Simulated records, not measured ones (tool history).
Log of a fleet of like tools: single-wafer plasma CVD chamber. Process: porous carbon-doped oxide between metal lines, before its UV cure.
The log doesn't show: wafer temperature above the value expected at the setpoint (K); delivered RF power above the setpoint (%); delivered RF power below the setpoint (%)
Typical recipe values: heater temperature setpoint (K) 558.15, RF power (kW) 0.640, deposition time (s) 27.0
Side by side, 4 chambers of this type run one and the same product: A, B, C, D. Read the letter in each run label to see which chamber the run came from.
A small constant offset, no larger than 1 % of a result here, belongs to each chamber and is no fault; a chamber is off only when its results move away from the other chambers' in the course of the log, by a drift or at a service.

run	hour	heater temperature setpoint (K)	RF power (kW)	deposition time (s)	hours since the last thermocouple change	hours since the last RF generator calibration	read-back reference wafer on the same gauge, thickness_nm	mean film thickness on the monitor wafer (nm)
1A	11.7	558.15	0.640	27.0	1088.3	1547.9	173.95	187.95
2B	24.8	558.15	0.640	27.0	533.9	1078.0	173.96	186.58
3C	33.3	558.15	0.640	27.0	999.0	484.3	173.97	189.29
4D	41.6	558.15	0.640	27.0	1195.9	357.4	174.14	188.92
5B	49.2	558.15	0.640	27.0	558.3	1102.4	174.02	186.29
6C	60.9	569.15	0.640	27.0	1026.6	511.9	174.06	176.26
7D	68.5	569.15	0.640	27.0	1222.8	384.3	173.92	175.37
8A	78.9	569.15	0.640	27.0	1155.5	1615.1	174.04	176.33
# hour 80.9: chamber A: RF generator calibrated
9C	86.1	569.15	0.640	27.0	1051.8	537.1	174.10	178.63
10A	97.0	558.15	0.640	27.0	1173.6	16.2	174.12	187.30
11D	108.9	558.15	0.640	27.0	1263.2	424.7	174.09	187.51
12B	121.1	568.15	0.595	27.0	630.2	1174.3	173.92	168.85
13D	129.7	568.15	0.595	27.0	1284.0	445.5	173.97	169.38
14C	138.8	568.15	0.595	27.0	1104.5	589.8	174.00	169.83
15A	147.7	568.15	0.595	27.0	1224.3	66.9	173.95	168.64
16B	154.0	558.15	0.640	27.0	663.1	1207.2	173.98	186.70
17D	162.7	558.15	0.640	27.0	1317.0	478.5	174.08	187.81
18A	171.3	558.15	0.640	27.0	1247.9	90.5	174.01	188.21
19C	182.5	558.15	0.640	27.0	1148.2	633.5	174.03	189.14
20B	191.9	558.15	0.640	27.0	701.0	1245.1	174.16	185.40
21A	199.6	558.15	0.640	27.0	1276.2	118.8	173.73	187.10
22D	208.3	558.15	0.640	27.0	1362.6	524.1	174.04	187.39
23B	219.7	552.15	0.640	21.8	728.8	1272.9	174.08	156.12
24C	231.4	552.15	0.640	21.8	1197.1	682.4	174.19	161.51
25B	238.3	552.15	0.640	21.8	747.4	1291.5	173.99	155.98
26C	251.4	552.15	0.640	21.8	1217.1	702.4	174.08	159.56
27A	259.1	558.15	0.640	27.0	1335.7	178.3	173.69	185.84
28D	265.4	558.15	0.640	27.0	1419.7	581.2	173.98	187.62
29C	273.0	558.15	0.640	27.0	1238.7	724.0	173.94	189.55
30B	282.6	558.15	0.565	32.2	791.7	1335.8	174.07	202.68
31D	291.8	558.15	0.565	32.2	1446.1	607.6	174.19	206.40
32A	300.3	558.15	0.565	32.2	1376.9	219.5	173.93	205.46
33B	308.4	558.15	0.565	32.2	817.5	1361.6	174.04	200.39
34C	317.6	558.15	0.640	27.0	1283.3	768.6	173.89	189.07
35D	328.1	558.15	0.640	22.0	1482.4	643.9	174.10	153.66
36A	335.1	558.15	0.640	22.0	1411.7	254.3	174.07	154.36
37D	341.7	558.15	0.640	22.0	1496.0	657.5	174.00	153.99
38B	350.8	558.15	0.640	22.0	859.9	1404.0	173.94	148.26
39A	364.5	558.15	0.740	29.9	1441.1	283.7	174.07	228.29
40C	377.0	558.15	0.740	29.9	1342.7	828.0	173.92	231.35

All 4 chambers run these settings next. Forecast each chamber's results:
41A	386.9	558.15	0.640	27.0				?
41B	386.9	558.15	0.640	27.0				?
41C	386.9	558.15	0.640	27.0				?
41D	386.9	558.15	0.640	27.0				?

run	mean film thickness on the monitor wafer (nm)
41A	186.92
41B	181.67
41C	189.72
41D	187.03
